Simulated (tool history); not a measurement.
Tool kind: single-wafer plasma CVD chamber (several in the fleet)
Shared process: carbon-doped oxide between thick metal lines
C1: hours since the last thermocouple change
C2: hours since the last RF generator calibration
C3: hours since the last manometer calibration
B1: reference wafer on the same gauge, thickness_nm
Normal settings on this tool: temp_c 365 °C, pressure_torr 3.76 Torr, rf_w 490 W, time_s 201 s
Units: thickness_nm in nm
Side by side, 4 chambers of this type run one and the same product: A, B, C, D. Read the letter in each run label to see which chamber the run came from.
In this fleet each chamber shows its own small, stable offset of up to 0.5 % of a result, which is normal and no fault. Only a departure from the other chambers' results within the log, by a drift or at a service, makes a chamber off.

{"run": "1B", "hour": 5.6, "temp_c": 365, "pressure_torr": 3.76, "rf_w": 490, "time_s": 201, "C1": 379.8, "C2": 1449.4, "C3": 1442.4, "B1": 855.38, "thickness_nm": 924.44}
{"run": "2A", "hour": 11.1, "temp_c": 365, "pressure_torr": 3.76, "rf_w": 490, "time_s": 201, "C1": 365.0, "C2": 1646.1, "C3": 294.3, "B1": 855.21, "thickness_nm": 923.31}
{"run": "3C", "hour": 15.6, "temp_c": 365, "pressure_torr": 3.76, "rf_w": 490, "time_s": 201, "C1": 213.6, "C2": 922.5, "C3": 537.6, "B1": 855.75, "thickness_nm": 921.05}
{"run": "4D", "hour": 21.2, "temp_c": 365, "pressure_torr": 3.76, "rf_w": 490, "time_s": 201, "C1": 604.3, "C2": 414.9, "C3": 2375.4, "B1": 855.95, "thickness_nm": 930.95}
{"run": "5D", "hour": 27.1, "temp_c": 365, "pressure_torr": 3.76, "rf_w": 490, "time_s": 201, "C1": 610.2, "C2": 420.8, "C3": 2381.3, "B1": 855.99, "thickness_nm": 929.43}
{"run": "6B", "hour": 32.4, "temp_c": 365, "pressure_torr": 3.76, "rf_w": 490, "time_s": 201, "C1": 406.6, "C2": 1476.2, "C3": 1469.2, "B1": 856.35, "thickness_nm": 923.3}
{"run": "7A", "hour": 37.2, "temp_c": 365, "pressure_torr": 3.76, "rf_w": 490, "time_s": 201, "C1": 391.1, "C2": 1672.2, "C3": 320.4, "B1": 856.22, "thickness_nm": 925.66}
{"run": "8C", "hour": 42.8, "temp_c": 365, "pressure_torr": 3.76, "rf_w": 490, "time_s": 201, "C1": 240.8, "C2": 949.7, "C3": 564.8, "B1": 856.21, "thickness_nm": 920.37}
{"run": "9B", "hour": 46.9, "temp_c": 365, "pressure_torr": 3.76, "rf_w": 490, "time_s": 201, "C1": 421.1, "C2": 1490.7, "C3": 1483.7, "B1": 856.41, "thickness_nm": 923.04}
{"run": "10D", "hour": 53.5, "temp_c": 365, "pressure_torr": 3.76, "rf_w": 490, "time_s": 201, "C1": 636.6, "C2": 447.2, "C3": 2407.7, "B1": 856.5, "thickness_nm": 931.96}
{"run": "11A", "hour": 57.9, "temp_c": 365, "pressure_torr": 3.76, "rf_w": 490, "time_s": 201, "C1": 411.8, "C2": 1692.9, "C3": 341.1, "B1": 856.91, "thickness_nm": 925.52}
{"run": "12C", "hour": 64.8, "temp_c": 365, "pressure_torr": 3.76, "rf_w": 490, "time_s": 201, "C1": 262.8, "C2": 971.7, "C3": 586.8, "B1": 856.99, "thickness_nm": 924.77}
{"run": "13C", "hour": 69.9, "temp_c": 365, "pressure_torr": 3.76, "rf_w": 490, "time_s": 201, "C1": 267.9, "C2": 976.8, "C3": 591.9, "B1": 856.88, "thickness_nm": 922.65}
{"run": "14B", "hour": 73.3, "temp_c": 365, "pressure_torr": 3.76, "rf_w": 490, "time_s": 201, "C1": 447.5, "C2": 1517.1, "C3": 1510.1, "B1": 857.11, "thickness_nm": 924.91}
{"run": "15D", "hour": 77.9, "temp_c": 365, "pressure_torr": 3.76, "rf_w": 490, "time_s": 201, "C1": 661.0, "C2": 471.6, "C3": 2432.1, "B1": 857.07, "thickness_nm": 932.76}
{"run": "16A", "hour": 84.4, "temp_c": 365, "pressure_torr": 3.76, "rf_w": 490, "time_s": 201, "C1": 438.3, "C2": 1719.4, "C3": 367.6, "B1": 857.31, "thickness_nm": 927.21}
{"run": "17D", "hour": 89.4, "temp_c": 365, "pressure_torr": 3.76, "rf_w": 490, "time_s": 201, "C1": 672.5, "C2": 483.1, "C3": 2443.6, "B1": 857.52, "thickness_nm": 931.53}
{"run": "18C", "hour": 95.1, "temp_c": 365, "pressure_torr": 3.76, "rf_w": 490, "time_s": 201, "C1": 293.1, "C2": 1002.0, "C3": 617.1, "B1": 857.95, "thickness_nm": 921.67}
{"run": "19A", "hour": 101.5, "temp_c": 365, "pressure_torr": 3.76, "rf_w": 490, "time_s": 201, "C1": 455.4, "C2": 1736.5, "C3": 384.7, "B1": 857.74, "thickness_nm": 924.75}
{"run": "20B", "hour": 108.4, "temp_c": 365, "pressure_torr": 3.76, "rf_w": 490, "time_s": 201, "C1": 482.6, "C2": 1552.2, "C3": 1545.2, "B1": 858.26, "thickness_nm": 925.03}
{"run": "21D", "hour": 115.4, "temp_c": 365, "pressure_torr": 3.76, "rf_w": 490, "time_s": 201, "C1": 698.5, "C2": 509.1, "C3": 2469.6, "B1": 858.17, "thickness_nm": 932.57}
{"run": "22A", "hour": 122.3, "temp_c": 365, "pressure_torr": 3.76, "rf_w": 550, "time_s": 239, "C1": 476.2, "C2": 1757.3, "C3": 405.5, "B1": 858.63, "thickness_nm": 1185.1}
{"run": "23B", "hour": 125.6, "temp_c": 365, "pressure_torr": 3.76, "rf_w": 550, "time_s": 239, "C1": 499.8, "C2": 1569.4, "C3": 1562.4, "B1": 858.69, "thickness_nm": 1184.6}
{"run": "24C", "hour": 131.6, "temp_c": 365, "pressure_torr": 3.76, "rf_w": 550, "time_s": 239, "C1": 329.6, "C2": 1038.5, "C3": 653.6, "B1": 859.02, "thickness_nm": 1181.0}
{"hour": 131.7, "done": "chamber B: capacitance manometer re-zeroed and calibrated"}
{"run": "25B", "hour": 134.8, "temp_c": 365, "pressure_torr": 3.76, "rf_w": 550, "time_s": 239, "C1": 509.0, "C2": 1578.6, "C3": 3.2, "B1": 858.68, "thickness_nm": 1185.1}
{"run": "26A", "hour": 139.7, "temp_c": 365, "pressure_torr": 3.76, "rf_w": 490, "time_s": 201, "C1": 493.6, "C2": 1774.7, "C3": 422.9, "B1": 859.14, "thickness_nm": 927.46}
{"run": "27C", "hour": 145.5, "temp_c": 365, "pressure_torr": 3.76, "rf_w": 490, "time_s": 201, "C1": 343.5, "C2": 1052.4, "C3": 667.5, "B1": 859.31, "thickness_nm": 924.53}
{"run": "28D", "hour": 152.5, "temp_c": 365, "pressure_torr": 3.76, "rf_w": 490, "time_s": 201, "C1": 735.6, "C2": 546.2, "C3": 2506.7, "B1": 859.09, "thickness_nm": 931.63}
{"run": "29A", "hour": 155.9, "temp_c": 365, "pressure_torr": 3.76, "rf_w": 490, "time_s": 201, "C1": 509.8, "C2": 1790.9, "C3": 439.1, "B1": 859.4, "thickness_nm": 925.0}
{"run": "30C", "hour": 162.1, "temp_c": 365, "pressure_torr": 3.76, "rf_w": 490, "time_s": 201, "C1": 360.1, "C2": 1069.0, "C3": 684.1, "B1": 859.62, "thickness_nm": 925.35}

All 4 chambers run these settings next. Forecast each chamber's results:
{"run": "31A", "hour": 167.3, "temp_c": 365, "pressure_torr": 3.76, "rf_w": 490, "time_s": 201, "thickness_nm": "?"}
{"run": "31B", "hour": 167.3, "temp_c": 365, "pressure_torr": 3.76, "rf_w": 490, "time_s": 201, "thickness_nm": "?"}
{"run": "31C", "hour": 167.3, "temp_c": 365, "pressure_torr": 3.76, "rf_w": 490, "time_s": 201, "thickness_nm": "?"}
{"run": "31D", "hour": 167.3, "temp_c": 365, "pressure_torr": 3.76, "rf_w": 490, "time_s": 201, "thickness_nm": "?"}

run=31A thickness_nm=930.07
run=31B thickness_nm=928.10
run=31C thickness_nm=927.28
run=31D thickness_nm=933.63
